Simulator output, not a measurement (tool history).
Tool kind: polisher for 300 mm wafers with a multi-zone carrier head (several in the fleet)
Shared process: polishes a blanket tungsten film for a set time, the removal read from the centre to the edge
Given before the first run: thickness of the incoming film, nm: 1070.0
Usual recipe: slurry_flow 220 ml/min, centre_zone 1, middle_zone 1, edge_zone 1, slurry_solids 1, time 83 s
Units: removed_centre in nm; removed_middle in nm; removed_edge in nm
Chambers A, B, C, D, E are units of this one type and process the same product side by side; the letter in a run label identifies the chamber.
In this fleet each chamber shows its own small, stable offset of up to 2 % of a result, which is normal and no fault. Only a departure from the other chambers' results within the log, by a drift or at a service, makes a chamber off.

run    day  slurry_flow  centre_zone  middle_zone  edge_zone  slurry_solids  time  wafers polished on this pad  hours since the slurry nozzle was cleaned  hours since the centre zone pressure was calibrated  hours since the edge zone pressure was calibrated  removed_centre  removed_middle  removed_edge
 1D  0.188          220            1            1          1              1    83                          718                                      599.6                                                435.7                                              215.9           302.1          297.45        302.96
 2E  0.458          220            1            1          1              1    83                          359                                      199.1                                                157.2                                              441.2          299.37          301.05           298
 3B  0.625          220            1            1          1              1    83                          422                                      351.9                                                 22.3                                              139.3          293.12           300.1        301.93
 4A  0.767          220            1            1          1              1    83                          290                                       94.1                                                168.6                                              841.5          291.33          303.33        295.28
 5C  1.038          220            1            1          1              1    83                         1127                                      541.6                                                  566                                              504.5          297.63          293.78        301.54
 6E  1.167          220            1            1          1              1    83                          528                                      216.1                                                174.2                                              458.2          300.99          300.53        298.97
     1.383  -- chamber B: worn pad replaced by a new one
 7D  1.408          220            1            1          1              1    83                         1009                                      628.9                                                  465                                              245.2          303.23          298.82        294.38
 8B  1.604          220            1            1          1              1    83                           52                                      375.4                                                 45.8                                              162.8          296.67          301.94        304.15
 9A  1.775          220            1            1          1              1    83                          530                                      118.3                                                192.8                                              865.7          288.96          299.28        298.66
     1.788  -- chamber C: worn pad replaced by a new one
10C  1.979          220            1            1          1              1    83                           46                                      564.2                                                588.6                                              527.1          295.02          298.17        301.57
11D  2.179          220            1            1          1              1    83                         1193                                      647.4                                                483.5                                              263.7          300.41          297.51        298.64
12C  2.342          220            1            1          1              1    83                          132                                      572.9                                                597.3                                              535.8          297.26          298.56         300.4
     2.425  -- chamber E: edge zone pressure recalibrated
13E  2.517          220            1            1          1              1    83                          850                                      248.5                                                206.6                                                2.3          299.56          299.74        299.35
14A  2.754          220            1            1          1              1    83                          764                                      141.8                                                216.3                                              889.2          289.03          299.96        297.42
     2.888  -- chamber A: worn pad replaced by a new one
15B   2.95          220            1            1          1              1    83                          373                                      407.7                                                 78.1                                              195.1          297.62          304.79        305.78
     3.117  -- chamber D: worn pad replaced by a new one
16A  3.129          220            1            1          1              1    83                           57                                      150.8                                                225.3                                              898.2          296.81          297.29        299.03
17E  3.296          220            1            1          1              1    83                         1036                                      267.2                                                225.3                                                 21           299.5           301.4        292.55
18C  3.492          220            1            1          1              1    83                          407                                      600.5                                                624.9                                              563.4           296.4          297.35        298.57
     3.712  -- chamber E: worn pad replaced by a new one
19D  3.721          220            1            1          1              1    83                          144                                      684.4                                                520.5                                              300.7          302.78          300.56         297.7
     3.729  -- chamber A: edge zone pressure recalibrated
     3.796  -- chamber B: worn pad replaced by a new one
20B  3.983          220            1            1          1              1    83                           45                                      432.5                                                102.9                                              219.9          300.54          301.88        301.92
     4.017  -- chamber D: slurry nozzle cleaned
21E  4.175          220            1         1.07          1              1   102                          110                                      288.3                                                246.4                                               42.1          366.04          392.15         368.2
22C  4.367          220            1         1.07          1              1   102                          615                                      621.5                                                645.9                                              584.4          362.42          394.57        367.34
23D  4.504          220            1         1.07          1              1   102                          331                                       11.7                                                539.3                                              319.5          368.58          393.64        364.03
     4.571  -- chamber C: centre zone pressure recalibrated
24A  4.633          220            1         1.07          1              1   102                          416                                      186.9                                                261.4                                               21.7          365.38          392.28        365.31
25B  4.871          220            1         1.07          1              1   102                          256                                      453.8                                                124.2                                              241.2          363.69          393.46           369
26A  5.104          220            1            1          1              1    83                          528                                      198.2                                                272.7                                                 33          288.07          302.92        295.19
27B  5.371          220         0.92            1          1              1    83                          375                                      465.8                                                136.2                                              253.2          272.69          300.66        297.68
      5.55  -- chamber A: worn pad replaced by a new one
28E  5.596          220         0.92            1          1              1    83                          449                                      322.4                                                280.5                                               76.2          270.36          301.49        295.65
     5.717  -- chamber C: slurry nozzle cleaned
29D  5.783          220         0.92            1          1              1    83                          636                                       42.4                                                  570                                              350.2          274.01          299.66        300.01
30C  5.929          220         0.92            1          1              1    83                          988                                        5.2                                                 32.7                                              621.9          250.87          299.87        300.56
31C  6.158          220         0.92            1          1              1    83                         1043                                       10.7                                                 38.2                                              627.4          251.56          297.44        299.27
32D  6.342          220            1            1          1              1    83                          769                                       55.8                                                583.4                                              363.6          298.77          297.25        298.99
     6.462  -- chamber B: worn pad replaced by a new one
33A  6.483          220            1            1          1              1    83                          223                                      231.3                                                305.8                                               66.1          295.93          298.66        293.06
34B  6.712          220            1            1          1              1    70                           59                                        498                                                168.4                                              285.4          252.69          258.36        253.69
     6.867  -- chamber C: worn pad replaced by a new one
35E  6.888          220            1            1          1              1    70                          757                                      353.4                                                311.5                                              107.2          246.45          255.83        252.03
36B  7.104          220            1            1          1              1    70                          153                                      507.4                                                177.8                                              294.8          247.31          252.96        256.18
37C  7.346          220            1            1          1              1    70                          115                                       39.2                                                 66.7                                              655.9          233.33          252.46        251.42

Decide between three cases: one chamber stands off from its peers, the gauge reading all wafers drifts, or nothing is wrong past each chamber's small offset. Where a chamber is off, say which and what most likely put it there.

The work done on chamber C during a service left it standing apart from the others.
Cause: centre zone's pressure below its setpoint, % = 7.22.

Which of the 4 candidates below, each the usual settings with something changed and its results left as question marks, puts chamber C back in line with what the other chambers give on the usual settings?
In line means no further than this from the other chambers' mean on the usual settings: removed_centre 9.6 nm; removed_middle 7.8 nm; removed_edge 9.5 nm
38C-1  7.546          215         0.93            1       1.03              1    82                                                                                                                                                                                               ?               ?             ?
38C-2  7.546          220         0.98            1       1.01              1    83                                                                                                                                                                                               ?               ?             ?
38C-3  7.546          220         1.02            1       0.99              1    83                                                                                                                                                                                               ?               ?             ?
38C-4  7.546          225         1.07            1       0.97              1    84                                                                                                                                                                                               ?               ?             ?

Other chambers, usual settings, mean: removed_centre 297.41 nm; removed_middle 300.68 nm; removed_edge 298.55 nm
  run  removed_centre  removed_middle  removed_edge
38C-1          248.63          293.29        298.69
38C-2          267.48          297.72        299.93
38C-3          279.43          297.67        296.82
38C-4          298.91          302.08         297.9
38C-4 brings the chamber back in line.
